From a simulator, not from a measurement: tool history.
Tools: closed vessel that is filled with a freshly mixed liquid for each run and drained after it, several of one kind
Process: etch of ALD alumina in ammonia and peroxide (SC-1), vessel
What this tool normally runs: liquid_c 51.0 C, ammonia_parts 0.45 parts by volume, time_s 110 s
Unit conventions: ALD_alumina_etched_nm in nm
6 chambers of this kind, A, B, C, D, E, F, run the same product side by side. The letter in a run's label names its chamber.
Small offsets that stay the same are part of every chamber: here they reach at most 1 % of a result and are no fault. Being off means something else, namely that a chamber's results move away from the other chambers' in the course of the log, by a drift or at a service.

run,hour,liquid_c,ammonia_parts,time_s,hours since the thermometer was replaced,hours since the ammonia flow meter was replaced,hours since the drum of ammonia solution was connected,"read-back film thickness of the ALD alumina reference wafer, read on the same gauge (nm)",ALD_alumina_etched_nm
1E,9.7,51.0,0.45,110,764.2,669.4,967.3,49.999,6.6106
2A,16.6,51.0,0.45,110,968.8,315.7,204.7,49.986,6.4919
3D,26.1,51.0,0.45,110,636.9,556.8,306.7,49.971,6.6444
# hour 30.7: chamber E: new drum of ammonia solution connected
4C,34.1,51.0,0.45,110,468.8,1561.4,475.9,50.014,6.4862
5B,43.9,51.0,0.45,110,47.2,531.1,404.7,49.979,6.4605
6F,48.5,51.0,0.45,110,415.7,309.8,406.7,49.983,6.4378
7B,55.6,51.0,0.45,110,58.9,542.8,416.4,50.031,6.4888
8C,65.2,51.0,0.45,110,499.9,1592.5,507.0,50.025,6.4864
9E,70.1,42.0,0.45,110,824.6,729.8,39.5,49.953,4.0015
# hour 76.4: chamber C: new drum of ammonia solution connected
10D,76.6,42.0,0.45,110,687.4,607.3,357.2,49.986,3.9851
11A,81.7,42.0,0.45,110,1033.9,380.8,269.8,50.018,3.8789
12F,87.9,42.0,0.45,110,455.1,349.2,446.1,49.961,3.9243
13D,93.8,42.0,0.45,110,704.6,624.5,374.4,49.943,3.9782
14E,104.3,42.0,0.45,110,858.8,764.0,73.7,49.998,3.9928
15F,113.8,51.0,0.45,110,481.0,375.1,472.0,49.995,6.4712
# hour 120.0: chamber D: new drum of ammonia solution connected
16B,120.6,51.0,0.45,110,123.9,607.8,481.4,49.982,6.5233
17C,127.4,51.0,0.45,110,562.1,1654.7,51.0,49.986,6.4743
18A,135.5,51.0,0.45,110,1087.7,434.6,323.6,49.989,6.5028
19A,143.6,51.0,0.45,110,1095.8,442.7,331.7,50.001,6.4680
20C,149.5,51.0,0.45,110,584.2,1676.8,73.1,49.986,6.4145
# hour 151.6: chamber A: thermometer replaced
21E,159.5,51.0,0.65,110,914.0,819.2,128.9,50.001,6.7530
22B,165.0,51.0,0.65,110,168.3,652.2,525.8,50.004,6.7867
23F,174.2,51.0,0.65,110,541.4,435.5,532.4,50.010,6.6997
24D,180.9,51.0,0.65,110,791.7,711.6,60.9,50.024,6.8579
25B,191.3,51.0,0.65,110,194.6,678.5,552.1,49.972,6.7499
26C,199.1,51.0,0.65,110,633.8,1726.4,122.7,49.945,6.6147
27A,207.5,51.0,0.45,110,56.0,506.6,395.6,49.965,6.4593
28E,216.8,51.0,0.45,110,971.3,876.5,186.2,50.005,6.5766
29F,222.5,51.0,0.45,110,589.7,483.8,580.7,50.033,6.4698
30D,231.8,51.0,0.45,110,842.6,762.5,111.8,49.998,6.5122
31B,236.7,51.0,0.45,110,240.0,723.9,597.5,49.989,6.5288
32D,247.3,58.5,0.45,110,858.1,778.0,127.3,50.005,9.7127
33C,253.0,58.5,0.45,110,687.7,1780.3,176.6,50.039,9.4741
34E,260.9,58.5,0.45,110,1015.4,920.6,230.3,49.966,9.6796
35F,270.0,58.5,0.45,110,637.2,531.3,628.2,49.996,9.7083
# hour 273.8: chamber A: ammonia flow meter replaced
36A,279.3,58.5,0.45,110,127.8,5.5,467.4,49.975,9.6952
37A,284.5,58.5,0.45,110,133.0,10.7,472.6,49.989,9.8046

Next, every chamber runs the same settings. What will each give?
38A,292.0,51.0,0.45,110,,,,,?
38B,292.0,51.0,0.45,110,,,,,?
38C,292.0,51.0,0.45,110,,,,,?
38D,292.0,51.0,0.45,110,,,,,?
38E,292.0,51.0,0.45,110,,,,,?
38F,292.0,51.0,0.45,110,,,,,?

run,ALD_alumina_etched_nm
38A,6.5431
38B,6.5666
38C,6.2211
38D,6.5317
38E,6.5959
38F,6.4611
